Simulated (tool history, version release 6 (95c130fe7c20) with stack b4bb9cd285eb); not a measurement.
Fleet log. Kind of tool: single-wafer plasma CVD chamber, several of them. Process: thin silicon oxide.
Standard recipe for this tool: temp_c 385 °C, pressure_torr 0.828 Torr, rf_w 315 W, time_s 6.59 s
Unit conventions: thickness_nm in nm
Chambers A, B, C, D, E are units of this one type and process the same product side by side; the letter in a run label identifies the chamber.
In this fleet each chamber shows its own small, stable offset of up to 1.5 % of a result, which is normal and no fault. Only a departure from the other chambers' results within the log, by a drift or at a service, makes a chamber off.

run   hour  temp_c  pressure_torr  rf_w  time_s  read-back reference wafer on the same gauge, thickness_nm  thickness_nm
 1B   10.7     385          0.828   315    6.59                                                     10.400        12.762
 2C   19.1     385          0.828   315    6.59                                                     10.409        12.987
 3E   30.3     385          0.828   315    6.59                                                     10.401        12.725
 4A   40.6     385          0.828   315    6.59                                                     10.396        12.879
 5D   47.7     385          0.828   315    6.59                                                     10.402        13.084
 6A   59.5     385          0.828   315    6.59                                                     10.400        12.872
 7B   65.8     385          0.828   315    6.59                                                     10.404        12.825
      73.3  -- chamber E: RF generator calibrated
 8C   73.5     385          0.828   315    6.59                                                     10.399        13.038
 9E   79.0     385          0.828   315    6.59                                                     10.401        12.686
10D   91.6     385          0.828   315    6.59                                                     10.392        12.983
11D   98.3     385          0.828   315    6.59                                                     10.405        13.071
12C  109.7     385          0.828   315    6.59                                                     10.395        13.014
13E  121.9     385          0.828   315    6.59                                                     10.405        12.785
14B  127.8     385          0.828   315    6.59                                                     10.394        12.885
15A  137.9     385          0.828   315    6.59                                                     10.384        12.712
16D  144.7     385          0.828   315    6.59                                                     10.400        13.048
17A  155.5     385          0.828   315    6.59                                                     10.395        12.667
18C  167.1     385          0.828   315    6.59                                                     10.410        12.905
19B  179.5     385          0.828   315    6.59                                                     10.390        12.817
20E  189.3     385          0.828   315    6.59                                                     10.390        12.694
21A  201.3     371          1.010   315    6.59                                                     10.394        15.128
22C  208.7     371          1.010   315    6.59                                                     10.400        15.296
23B  219.8     371          1.010   315    6.59                                                     10.401        15.178
24E  230.6     371          1.010   315    6.59                                                     10.401        15.047
25D  238.2     371          1.010   315    6.59                                                     10.401        15.475
26C  246.6     385          0.828   315    6.59                                                     10.394        12.905
27D  257.9     385          0.828   315    6.59                                                     10.396        13.062
28B  264.3     385          0.828   315    6.59                                                     10.406        12.767
29A  272.3     385          0.828   315    6.59                                                     10.409        12.356
30E  283.6     385          0.828   315    6.59                                                     10.397        12.740
31E  294.1     385          0.828   315    6.59                                                     10.406        12.749
32C  306.2     385          0.828   265    7.85                                                     10.411        14.247
33B  313.6     385          0.828   265    7.85                                                     10.408        14.246
34A  325.4     385          0.828   265    7.85                                                     10.383        13.608
35D  332.9     385          0.828   265    7.85                                                     10.397        14.356

What goes on in this fleet: one chamber off, a drifting gauge, or nothing beyond the chambers' own small offsets? Name the chamber and the cause, if any.

Chamber A drifts away from the others.
Likeliest cause: true pressure below the setpoint (%) = 5.02.

Here are 4 candidates for chamber A's next run, each the usual settings with a change, their results left as question marks. Which one brings its results back in line with what the others give on the usual settings?
Maximum distance from the other chambers' mean on the usual settings for a result to count as in line: thickness_nm 0.200 nm
36A-1  342.0     385          0.828   320    6.87                                                                        ?
36A-2  342.0     385          0.865   320    6.78                                                                        ?
36A-3  342.0     385          0.768   310    6.59                                                                        ?
36A-4  342.0     385          0.804   315    6.47                                                                        ?

Average result of the remaining chambers running the usual settings: thickness_nm 12.905 nm
  run  thickness_nm
36A-1        12.869
36A-2        13.249
36A-3        11.312
36A-4        11.709
36A-1 brings the chamber back in line.
